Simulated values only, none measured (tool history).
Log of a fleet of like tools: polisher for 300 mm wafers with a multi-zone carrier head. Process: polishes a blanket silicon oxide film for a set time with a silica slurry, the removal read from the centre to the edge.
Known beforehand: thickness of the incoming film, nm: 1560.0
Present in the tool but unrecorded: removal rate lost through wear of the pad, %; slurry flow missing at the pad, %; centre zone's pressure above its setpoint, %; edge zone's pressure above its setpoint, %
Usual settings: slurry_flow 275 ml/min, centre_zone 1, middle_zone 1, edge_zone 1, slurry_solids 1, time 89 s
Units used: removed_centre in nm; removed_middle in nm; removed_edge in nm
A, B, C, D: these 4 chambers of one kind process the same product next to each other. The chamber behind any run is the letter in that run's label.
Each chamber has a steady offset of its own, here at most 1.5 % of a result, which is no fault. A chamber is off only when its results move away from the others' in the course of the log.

run	hour	slurry_flow	centre_zone	middle_zone	edge_zone	slurry_solids	time	wafers polished on this pad	hours since the slurry nozzle was cleaned	hours since the centre zone pressure was calibrated	hours since the edge zone pressure was calibrated	removed_centre	removed_middle	removed_edge
1D	10.8	275	1	1	1	1	89	480	261.4	544.9	741.9	417.49	411.73	420.67
2C	16.5	275	1	1	1	1	89	569	283	140	258.1	416.88	419.53	411.14
3A	27.2	275	1	1	1	1	89	147	790.3	376	74.2	416.84	413.39	420.63
# hour 34.9: chamber D: slurry nozzle cleaned
4B	38.6	275	1	1	1	1	89	400	224.9	120.4	442.2	416	411.55	421.49
5B	47.4	275	1	1	1	1	89	444	233.7	129.2	451	421.15	419.02	417.34
6D	57	275	1	1	1.11	1	89	709	22.2	591.1	788.1	417.31	418.78	448.49
# hour 60.2: chamber C: slurry nozzle cleaned
7C	65.2	275	1	1	1.11	1	89	811	5.1	188.7	306.8	412.82	401.07	443.98
8A	73.4	275	1	1	1.11	1	89	376	836.5	422.2	120.4	413.19	427.58	446.93
9C	84.3	275	1	1	1.11	1	89	906	24.2	207.8	325.9	424.06	416.05	438.53
10A	95.4	275	1	1	1	1	89	485	858.5	444.2	142.4	417.89	428.57	420.96
11B	103.5	275	1	1.08	1	1	108	723	289.8	185.3	507.1	509.65	536.08	508.53
12D	112.3	275	1	1.08	1	1	108	984	77.5	646.4	843.4	513.67	535.49	513.04
# hour 114.3: chamber A: slurry nozzle cleaned
13A	119.1	275	1	1.08	1	1	108	603	4.8	467.9	166.1	505.58	543.57	496.63
14C	127.2	275	1	1.08	1	1	108	1119	67.1	250.7	368.8	507.72	536.12	498.73
# hour 134.1: chamber B: slurry nozzle cleaned
15D	136.1	205	1	1.11	1	1	89	1102	101.3	670.2	867.2	413.02	451.47	402
# hour 146: chamber A: worn pad replaced by a new one
16B	147.7	205	1	1.11	1	1	89	942	13.7	229.5	551.3	409.75	443.99	405.67
# hour 152.3: chamber B: worn pad replaced by a new one
# hour 153.3: chamber D: worn pad replaced by a new one
# hour 156.5: chamber B: edge zone pressure recalibrated
17B	158	205	1	1.11	1	1	89	28	24	239.8	1.6	405.93	441.08	404.75
18D	163.6	205	1	1.11	1	1	89	51	128.8	697.7	894.7	403.16	447.14	402.75
19C	169.1	275	1	1	1	1	89	1327	109	292.6	410.7	424.34	416.08	413.1
20A	176.1	275	1	1	1	1	89	149	61.8	524.9	223.1	420.5	419.94	418.05
# hour 177.8: chamber C: worn pad replaced by a new one
# hour 182.5: chamber C: centre zone pressure recalibrated
21D	186.7	275	1	1	1	1	89	166	151.9	720.8	917.8	421	415.25	417.69
22B	197.4	275	1	1	1	1	89	224	63.4	279.2	41	433.64	423.42	417.46
# hour 201.8: chamber D: centre zone pressure recalibrated
23C	207.1	275	1	1	1	1	89	145	147	24.6	448.7	422.27	418.5	421.26
24A	218.5	275	1	1.06	1	1.1	89	360	104.2	567.3	265.5	432.92	468.01	441.36
25C	223.8	275	1	1.06	1	1.1	89	228	163.7	41.3	465.4	430.11	466.42	431.24
# hour 227: chamber A: centre zone pressure recalibrated
26B	229.4	275	1	1.06	1	1.1	89	382	95.4	311.2	73	452.05	464.62	430.87
27A	237.8	275	1	1.06	1	1.1	89	455	123.5	10.8	284.8	439.3	472.91	440.81
28D	246.6	275	1	1	1	1	89	463	211.8	44.9	977.7	420.65	414.31	415.15
# hour 248.9: chamber D: edge zone pressure recalibrated
29A	255.9	275	1	1	1	1	89	545	141.6	28.9	302.9	416.63	425.82	418.78
30B	267.1	275	1	1	1	1	89	570	133.1	348.9	110.7	439.1	418.87	422.96
31C	273.7	275	1	1	1	1	89	476	213.6	91.2	515.3	414.49	409.96	414.28
32D	284	275	1	1	1	1	89	649	249.2	82.3	35.2	420.71	415.75	416.1
33D	292.6	275	1	1	1	1	89	692	257.8	90.9	43.8	414.64	411.9	417.72
# hour 300: chamber A: worn pad replaced by a new one
34C	304	275	1	1	1	1	89	626	243.9	121.5	545.6	415.63	406.73	417.1
# hour 308.6: chamber B: worn pad replaced by a new one
35B	314.3	275	1	1	1	1	89	28	180.3	396.1	157.9	449.48	416.56	419.41
36A	320.9	275	1	1	1	1	89	103	206.6	93.9	367.9	421.01	415.85	421.25
37A	328.7	275	1	1	1	1	89	142	214.4	101.7	375.7	417.34	432.39	412.23
38B	338.9	275	1	1	1	1	89	150	204.9	420.7	182.5	447.28	414	418.82
# hour 339.6: chamber D: slurry nozzle cleaned
39D	348.1	275	1	1	1	1	89	967	8.5	146.4	99.3	424.69	414.87	417.42
40C	354.6	275	1	1	1	1	89	878	294.5	172.1	596.2	416.76	415.13	417.12

All chambers now run identical settings, listed one chamber a line with results as question marks. What results will each chamber show?
41A	363.3	275	1	1	1	1	89					?	?	?
41B	363.3	275	1	1	1	1	89					?	?	?
41C	363.3	275	1	1	1	1	89					?	?	?
41D	363.3	275	1	1	1	1	89					?	?	?

run	removed_centre	removed_middle	removed_edge
41A	427.59	422.36	414.23
41B	454.81	416.07	411.72
41C	417.63	409.3	414.79
41D	428.74	421.89	418.09
